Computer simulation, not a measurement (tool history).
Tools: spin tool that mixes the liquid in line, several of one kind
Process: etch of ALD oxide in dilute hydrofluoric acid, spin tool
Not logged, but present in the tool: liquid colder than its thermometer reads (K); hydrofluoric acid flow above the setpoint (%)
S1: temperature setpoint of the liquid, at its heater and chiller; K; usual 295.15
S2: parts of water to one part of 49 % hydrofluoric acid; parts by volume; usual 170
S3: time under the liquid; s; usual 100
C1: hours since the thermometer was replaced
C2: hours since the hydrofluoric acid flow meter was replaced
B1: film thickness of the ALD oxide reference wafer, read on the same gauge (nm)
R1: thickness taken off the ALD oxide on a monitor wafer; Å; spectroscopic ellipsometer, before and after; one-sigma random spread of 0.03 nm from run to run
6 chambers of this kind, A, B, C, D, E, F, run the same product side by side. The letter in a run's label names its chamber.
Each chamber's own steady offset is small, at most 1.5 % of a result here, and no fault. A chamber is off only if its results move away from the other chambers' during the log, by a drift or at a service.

Run 1D, hour 5.2: usual settings; C1 1208.3; C2 530.9; B1 89.962. Result: R1 94.816 Å.
Run 2C, hour 10.2: usual settings; C1 660.4; C2 1128.0; B1 90.000. Result: R1 94.833 Å.
Run 3A, hour 16.8: usual settings; C1 529.4; C2 1247.1; B1 90.035. Result: R1 95.230 Å.
Run 4B, hour 19.7: usual settings; C1 90.2; C2 302.7; B1 90.037. Result: R1 94.031 Å.
Run 5F, hour 26.1: usual settings; C1 1839.4; C2 1087.3; B1 89.991. Result: R1 95.896 Å.
Run 6E, hour 31.4: usual settings but S1 300.15 K, S3 50 s; C1 114.3; C2 1199.2; B1 89.976. Result: R1 58.170 Å.
Run 7A, hour 37.8: usual settings but S1 300.15 K, S3 50 s; C1 550.4; C2 1268.1; B1 89.949. Result: R1 57.520 Å.
Run 8F, hour 43.2: usual settings but S1 300.15 K, S3 50 s; C1 1856.5; C2 1104.4; B1 89.999. Result: R1 57.780 Å.
Run 9B, hour 47.1: usual settings but S1 300.15 K, S3 50 s; C1 117.6; C2 330.1; B1 90.086. Result: R1 57.291 Å.
Run 10C, hour 52.5: usual settings but S1 300.15 K, S3 50 s; C1 702.7; C2 1170.3; B1 90.024. Result: R1 57.503 Å.
Run 11D, hour 59.0: usual settings but S1 300.15 K, S3 50 s; C1 1262.1; C2 584.7; B1 89.980. Result: R1 57.423 Å.
Run 12E, hour 63.2: usual settings; C1 146.1; C2 1231.0; B1 90.024. Result: R1 96.256 Å.
Run 13D, hour 69.6: usual settings; C1 1272.7; C2 595.3; B1 90.011. Result: R1 95.549 Å.
Run 14B, hour 75.6: usual settings; C1 146.1; C2 358.6; B1 89.940. Result: R1 94.598 Å.
Run 15C, hour 79.0: usual settings; C1 729.2; C2 1196.8; B1 90.031. Result: R1 94.895 Å.
Run 16E, hour 82.1: usual settings; C1 165.0; C2 1249.9; B1 89.955. Result: R1 95.926 Å.
Run 17A, hour 85.3: usual settings; C1 597.9; C2 1315.6; B1 89.974. Result: R1 95.407 Å.
Run 18F, hour 90.8: usual settings; C1 1904.1; C2 1152.0; B1 89.958. Result: R1 97.141 Å.
Run 19E, hour 97.5: usual settings but S1 290.65 K; C1 180.4; C2 1265.3; B1 89.931. Result: R1 80.214 Å.
Run 20F, hour 102.0: usual settings but S1 290.65 K; C1 1915.3; C2 1163.2; B1 89.980. Result: R1 81.347 Å.
Run 21A, hour 105.4: usual settings but S1 290.65 K; C1 618.0; C2 1335.7; B1 89.993. Result: R1 79.977 Å.
Run 22B, hour 110.9: usual settings but S1 290.65 K; C1 181.4; C2 393.9; B1 90.043. Result: R1 78.938 Å.
Run 23C, hour 115.9: usual settings but S1 290.65 K; C1 766.1; C2 1233.7; B1 90.019. Result: R1 79.640 Å.
Run 24D, hour 120.9: usual settings but S1 290.65 K; C1 1324.0; C2 646.6; B1 89.985. Result: R1 79.767 Å.
Run 25D, hour 126.4: usual settings but S1 297.65 K; C1 1329.5; C2 652.1; B1 90.039. Result: R1 104.310 Å.
Run 26F, hour 131.3: usual settings but S1 297.65 K; C1 1944.6; C2 1192.5; B1 89.974. Result: R1 107.560 Å.
Run 27A, hour 136.6: usual settings but S1 297.65 K; C1 649.2; C2 1366.9; B1 89.995. Result: R1 104.480 Å.
Run 28B, hour 141.6: usual settings but S1 297.65 K; C1 212.1; C2 424.6; B1 90.025. Result: R1 104.600 Å.
Run 29C, hour 144.6: usual settings but S1 297.65 K; C1 794.8; C2 1262.4; B1 90.018. Result: R1 104.570 Å.
Run 30E, hour 151.2: usual settings but S1 297.65 K; C1 234.1; C2 1319.0; B1 89.982. Result: R1 105.600 Å.
Run 31F, hour 156.8: usual settings; C1 1970.1; C2 1218.0; B1 90.004. Result: R1 98.215 Å.
Run 32E, hour 163.0: usual settings; C1 245.9; C2 1330.8; B1 89.970. Result: R1 96.488 Å.
Run 33A, hour 169.6: usual settings; C1 682.2; C2 1399.9; B1 89.984. Result: R1 95.159 Å.
Run 34B, hour 174.1: usual settings; C1 244.6; C2 457.1; B1 90.003. Result: R1 94.466 Å.
Run 35D, hour 180.4: usual settings; C1 1383.5; C2 706.1; B1 90.053. Result: R1 95.217 Å.
Run 36C, hour 183.4: usual settings; C1 833.6; C2 1301.2; B1 89.998. Result: R1 95.330 Å.
Run 37B, hour 187.3: usual settings; C1 257.8; C2 470.3; B1 89.971. Result: R1 94.809 Å.

The same settings go to every chamber for the next run, one line per chamber below. Forecast the results for each:
Run 38A, hour 192.2: usual settings. Result: R1 ?.
Run 38B, hour 192.2: usual settings. Result: R1 ?.
Run 38C, hour 192.2: usual settings. Result: R1 ?.
Run 38D, hour 192.2: usual settings. Result: R1 ?.
Run 38E, hour 192.2: usual settings. Result: R1 ?.
Run 38F, hour 192.2: usual settings. Result: R1 ?.

run      R1
38A  95.286
38B  94.779
38C  95.261
38D  95.413
38E  95.227
38F  98.481
